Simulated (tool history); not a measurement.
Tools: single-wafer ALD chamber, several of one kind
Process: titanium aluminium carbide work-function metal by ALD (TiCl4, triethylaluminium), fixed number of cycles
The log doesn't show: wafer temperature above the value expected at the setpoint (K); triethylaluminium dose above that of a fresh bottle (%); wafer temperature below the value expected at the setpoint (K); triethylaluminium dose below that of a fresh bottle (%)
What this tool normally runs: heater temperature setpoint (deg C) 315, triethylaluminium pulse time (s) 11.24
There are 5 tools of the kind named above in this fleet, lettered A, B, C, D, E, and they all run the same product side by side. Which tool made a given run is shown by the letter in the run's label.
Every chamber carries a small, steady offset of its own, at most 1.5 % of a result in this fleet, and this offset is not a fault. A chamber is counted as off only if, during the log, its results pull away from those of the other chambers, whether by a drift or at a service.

run	hour	heater temperature setpoint (deg C)	triethylaluminium pulse time (s)	hours since the last thermocouple change	hours since the last triethylaluminium bottle change	read-back reference wafer on the same gauge, thickness_nm	mean film thickness on the monitor wafer (nm)
1C	4.4	315	11.24	570.4	277.8	1.9101	2.1623
2E	7.5	315	11.24	339.6	349.2	1.9098	2.1596
3A	11.3	315	11.24	2612.1	183.7	1.9096	2.138
4D	14.6	315	11.24	1276	201.7	1.9091	2.1295
5B	19.4	315	11.24	960.6	129.1	1.9086	2.1657
6B	21.8	315	11.24	963	131.5	1.9084	2.1584
7D	27.2	315	11.24	1288.6	214.3	1.9087	2.1293
8C	31.3	315	11.24	597.3	304.7	1.908	2.159
9A	34.8	315	11.24	2635.6	207.2	1.9079	2.1335
10E	37.7	315	11.24	369.8	379.4	1.9072	2.1571
11D	41.1	315	11.24	1302.5	228.2	1.9077	2.1286
12C	45.7	315	11.24	611.7	319.1	1.9075	2.1588
13E	48.8	308	6.91	380.9	390.5	1.9078	1.9359
14B	54	308	6.91	995.2	163.7	1.9062	1.944
15A	58.5	308	6.91	2659.3	230.9	1.9062	1.9196
16E	63.1	308	6.91	395.2	404.8	1.906	1.9325
17A	67.2	308	6.91	2668	239.6	1.9059	1.9234
18C	71	315	11.24	637	344.4	1.9052	2.1631
19D	76.2	315	11.24	1337.6	263.3	1.905	2.1247
20B	79.6	315	11.24	1020.8	189.3	1.9056	2.1586
21B	84.7	315	11.24	1025.9	194.4	1.9051	2.1558
22A	88.3	300	9.47	2689.1	260.7	1.9045	1.9611
23E	93.8	300	9.47	425.9	435.5	1.9042	1.9834
24C	97.7	300	9.47	663.7	371.1	1.904	1.9832
25D	100.9	300	9.47	1362.3	288	1.9038	1.9537
26B	105.5	300	9.47	1046.7	215.2	1.9032	1.9919
27D	110.8	315	15.64	1372.2	297.9	1.9027	2.158
28E	115.2	315	15.64	447.3	456.9	1.903	2.1816
29A	120.7	315	15.64	2721.5	293.1	1.902	2.1631
30C	123.5	315	15.64	689.5	396.9	1.9024	2.1878
31A	128.4	315	15.64	2729.2	300.8	1.9018	2.1662
32E	133.7	315	11.24	465.8	475.4	1.9017	2.1498
33B	136.4	315	11.24	1077.6	246.1	1.9009	2.1539

The same settings go to every chamber for the next run, one line per chamber below. Forecast the results for each:
34A	140.4	329	11.24				?
34B	140.4	329	11.24				?
34C	140.4	329	11.24				?
34D	140.4	329	11.24				?
34E	140.4	329	11.24				?

run	mean film thickness on the monitor wafer (nm)
34A	2.2536
34B	2.2779
34C	2.2737
34D	2.2483
34E	2.273
